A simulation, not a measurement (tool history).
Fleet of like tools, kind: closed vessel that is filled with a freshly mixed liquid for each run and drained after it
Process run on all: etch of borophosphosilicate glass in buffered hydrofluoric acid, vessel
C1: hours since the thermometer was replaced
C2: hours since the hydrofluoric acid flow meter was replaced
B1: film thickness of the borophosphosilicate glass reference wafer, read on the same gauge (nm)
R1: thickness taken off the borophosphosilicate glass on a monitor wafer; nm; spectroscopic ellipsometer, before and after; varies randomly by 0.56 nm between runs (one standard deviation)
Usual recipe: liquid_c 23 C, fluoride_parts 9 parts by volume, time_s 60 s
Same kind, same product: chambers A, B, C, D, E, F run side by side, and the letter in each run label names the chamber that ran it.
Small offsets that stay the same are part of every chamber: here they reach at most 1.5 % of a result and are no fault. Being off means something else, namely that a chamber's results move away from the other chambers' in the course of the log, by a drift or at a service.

{"hour": 3.8, "done": "chamber D: hydrofluoric acid flow meter replaced"}
{"run": "1F", "hour": 12.4, "liquid_c": 23, "fluoride_parts": 9, "time_s": 60, "C1": 2861.8, "C2": 1098.5, "B1": 80, "R1": 98.448}
{"run": "2B", "hour": 24.5, "liquid_c": 23, "fluoride_parts": 9, "time_s": 60, "C1": 462.4, "C2": 531.4, "B1": 80.029, "R1": 98.48}
{"run": "3E", "hour": 37.9, "liquid_c": 23, "fluoride_parts": 9, "time_s": 60, "C1": 194.3, "C2": 242.6, "B1": 79.977, "R1": 99.179}
{"run": "4C", "hour": 45.0, "liquid_c": 23, "fluoride_parts": 9, "time_s": 60, "C1": 1596.8, "C2": 221.6, "B1": 79.993, "R1": 96.429}
{"run": "5A", "hour": 55.7, "liquid_c": 23, "fluoride_parts": 9, "time_s": 60, "C1": 1815.1, "C2": 78.1, "B1": 80.015, "R1": 98.589}
{"run": "6D", "hour": 65.7, "liquid_c": 23, "fluoride_parts": 9, "time_s": 60, "C1": 335, "C2": 62, "B1": 79.979, "R1": 99.3}
{"run": "7C", "hour": 72.0, "liquid_c": 23, "fluoride_parts": 9, "time_s": 60, "C1": 1623.8, "C2": 248.6, "B1": 80.012, "R1": 97.293}
{"run": "8D", "hour": 81.9, "liquid_c": 23, "fluoride_parts": 9, "time_s": 60, "C1": 351.2, "C2": 78.2, "B1": 79.996, "R1": 97.566}
{"run": "9B", "hour": 94.5, "liquid_c": 23, "fluoride_parts": 10.5, "time_s": 60, "C1": 532.4, "C2": 601.4, "B1": 80.013, "R1": 88.015}
{"hour": 100.8, "done": "chamber B: thermometer replaced"}
{"run": "10A", "hour": 103.9, "liquid_c": 23, "fluoride_parts": 10.5, "time_s": 60, "C1": 1863.3, "C2": 126.3, "B1": 79.983, "R1": 87.802}
{"run": "11F", "hour": 117.6, "liquid_c": 23, "fluoride_parts": 10.5, "time_s": 60, "C1": 2967, "C2": 1203.7, "B1": 80.018, "R1": 88.08}
{"run": "12E", "hour": 132.1, "liquid_c": 23, "fluoride_parts": 10.5, "time_s": 60, "C1": 288.5, "C2": 336.8, "B1": 80.03, "R1": 87.936}
{"run": "13F", "hour": 140.0, "liquid_c": 23, "fluoride_parts": 10.5, "time_s": 60, "C1": 2989.4, "C2": 1226.1, "B1": 80.008, "R1": 88.237}
{"run": "14D", "hour": 154.6, "liquid_c": 23, "fluoride_parts": 10.5, "time_s": 60, "C1": 423.9, "C2": 150.9, "B1": 80.015, "R1": 87.613}
{"run": "15E", "hour": 163.0, "liquid_c": 23, "fluoride_parts": 12, "time_s": 80, "C1": 319.4, "C2": 367.7, "B1": 79.988, "R1": 102.15}
{"run": "16A", "hour": 175.7, "liquid_c": 23, "fluoride_parts": 12, "time_s": 80, "C1": 1935.1, "C2": 198.1, "B1": 80.006, "R1": 102.79}
{"run": "17B", "hour": 186.2, "liquid_c": 23, "fluoride_parts": 12, "time_s": 80, "C1": 85.5, "C2": 693.1, "B1": 79.99, "R1": 101.64}
{"run": "18C", "hour": 199.3, "liquid_c": 23, "fluoride_parts": 12, "time_s": 80, "C1": 1751.1, "C2": 375.9, "B1": 80.012, "R1": 102.73}
{"hour": 208.4, "done": "chamber A: thermometer replaced"}
{"run": "19B", "hour": 209.2, "liquid_c": 23, "fluoride_parts": 12, "time_s": 80, "C1": 108.5, "C2": 716.1, "B1": 80.019, "R1": 102.44}
{"run": "20E", "hour": 215.7, "liquid_c": 23, "fluoride_parts": 12, "time_s": 80, "C1": 372.1, "C2": 420.4, "B1": 80.025, "R1": 102.46}
{"run": "21F", "hour": 226.4, "liquid_c": 23, "fluoride_parts": 9, "time_s": 60, "C1": 3075.8, "C2": 1312.5, "B1": 79.993, "R1": 98.276}
{"run": "22A", "hour": 239.8, "liquid_c": 23, "fluoride_parts": 9, "time_s": 60, "C1": 31.5, "C2": 262.2, "B1": 80.022, "R1": 98.944}
{"run": "23C", "hour": 252.3, "liquid_c": 23, "fluoride_parts": 11.5, "time_s": 40, "C1": 1804.1, "C2": 428.9, "B1": 80.009, "R1": 52.749}
{"run": "24D", "hour": 266.0, "liquid_c": 23, "fluoride_parts": 11.5, "time_s": 40, "C1": 535.3, "C2": 262.3, "B1": 80.003, "R1": 53.306}
{"hour": 269.0, "done": "chamber F: thermometer replaced"}
{"run": "25F", "hour": 279.2, "liquid_c": 23, "fluoride_parts": 11.5, "time_s": 40, "C1": 10.3, "C2": 1365.3, "B1": 79.996, "R1": 53.604}
{"run": "26A", "hour": 293.5, "liquid_c": 23, "fluoride_parts": 11.5, "time_s": 40, "C1": 85.2, "C2": 315.9, "B1": 79.966, "R1": 52.85}
{"run": "27B", "hour": 301.1, "liquid_c": 23, "fluoride_parts": 11.5, "time_s": 40, "C1": 200.4, "C2": 808, "B1": 79.99, "R1": 51.92}
{"run": "28E", "hour": 312.4, "liquid_c": 23, "fluoride_parts": 11.5, "time_s": 40, "C1": 468.8, "C2": 517.1, "B1": 80.005, "R1": 52.84}
{"run": "29D", "hour": 319.2, "liquid_c": 23, "fluoride_parts": 9, "time_s": 60, "C1": 588.5, "C2": 315.5, "B1": 79.98, "R1": 97.635}
{"run": "30C", "hour": 326.6, "liquid_c": 23, "fluoride_parts": 9, "time_s": 60, "C1": 1878.4, "C2": 503.2, "B1": 79.993, "R1": 98.333}
{"run": "31C", "hour": 340.6, "liquid_c": 23, "fluoride_parts": 9, "time_s": 60, "C1": 1892.4, "C2": 517.2, "B1": 79.974, "R1": 96.461}
{"run": "32F", "hour": 348.8, "liquid_c": 23, "fluoride_parts": 9, "time_s": 60, "C1": 79.9, "C2": 1434.9, "B1": 79.997, "R1": 98.762}
{"run": "33E", "hour": 357.4, "liquid_c": 23, "fluoride_parts": 9, "time_s": 60, "C1": 513.8, "C2": 562.1, "B1": 80.002, "R1": 98.714}
{"run": "34D", "hour": 370.6, "liquid_c": 19, "fluoride_parts": 7, "time_s": 60, "C1": 639.9, "C2": 366.9, "B1": 79.968, "R1": 103.73}
{"run": "35A", "hour": 379.6, "liquid_c": 19, "fluoride_parts": 7, "time_s": 60, "C1": 171.3, "C2": 402, "B1": 80.021, "R1": 104.34}
{"run": "36B", "hour": 389.7, "liquid_c": 19, "fluoride_parts": 7, "time_s": 60, "C1": 289, "C2": 896.6, "B1": 79.976, "R1": 96.189}
{"run": "37A", "hour": 398.8, "liquid_c": 19, "fluoride_parts": 7, "time_s": 60, "C1": 190.5, "C2": 421.2, "B1": 80.012, "R1": 103.91}
{"run": "38B", "hour": 406.7, "liquid_c": 19, "fluoride_parts": 7, "time_s": 60, "C1": 306, "C2": 913.6, "B1": 79.997, "R1": 96.201}
{"run": "39C", "hour": 417.8, "liquid_c": 19, "fluoride_parts": 7, "time_s": 60, "C1": 1969.6, "C2": 594.4, "B1": 80.015, "R1": 103.73}
{"run": "40D", "hour": 428.1, "liquid_c": 23, "fluoride_parts": 9, "time_s": 60, "C1": 697.4, "C2": 424.4, "B1": 80.005, "R1": 98.215}
{"run": "41F", "hour": 442.3, "liquid_c": 23, "fluoride_parts": 9, "time_s": 60, "C1": 173.4, "C2": 1528.4, "B1": 80.018, "R1": 97.431}
{"run": "42E", "hour": 454.1, "liquid_c": 23, "fluoride_parts": 9, "time_s": 60, "C1": 610.5, "C2": 658.8, "B1": 80.009, "R1": 98.546}
{"run": "43A", "hour": 464.9, "liquid_c": 23, "fluoride_parts": 9, "time_s": 60, "C1": 256.6, "C2": 487.3, "B1": 80.002, "R1": 98.064}

What goes on in this fleet: one chamber off, a drifting gauge, or nothing beyond the chambers' own small offsets? Name the chamber and the cause, if any.

It is chamber B that slowly wanders off from its peers.
Most likely cause: hydrofluoric acid flow below the setpoint (%) = 9.02.
From this log alone, it may not be told apart from: liquid colder than its thermometer reads (K).

Chamber B could run next with any of the 4 candidate recipes listed below; each alters the usual settings, and their results appear as question marks. Which one brings its results back in line with what the other chambers deliver on the usual settings?
Allowed miss from the other chambers' usual-settings mean, per result, to count as in line: R1 1.9 nm
{"run": "44B-1", "hour": 475.4, "liquid_c": 24, "fluoride_parts": 9, "time_s": 60, "R1": "?"}
{"run": "44B-2", "hour": 475.4, "liquid_c": 23, "fluoride_parts": 8, "time_s": 60, "R1": "?"}
{"run": "44B-3", "hour": 475.4, "liquid_c": 23, "fluoride_parts": 9, "time_s": 55, "R1": "?"}
{"run": "44B-4", "hour": 475.4, "liquid_c": 22, "fluoride_parts": 9, "time_s": 60, "R1": "?"}

The other chambers' mean on the usual settings: R1 98.189 nm
run=44B-1 R1=97.909
run=44B-2 R1=100.97
run=44B-3 R1=84.935
run=44B-4 R1=87.655
44B-1 is the one that brings the chamber's results back in line with the other chambers.
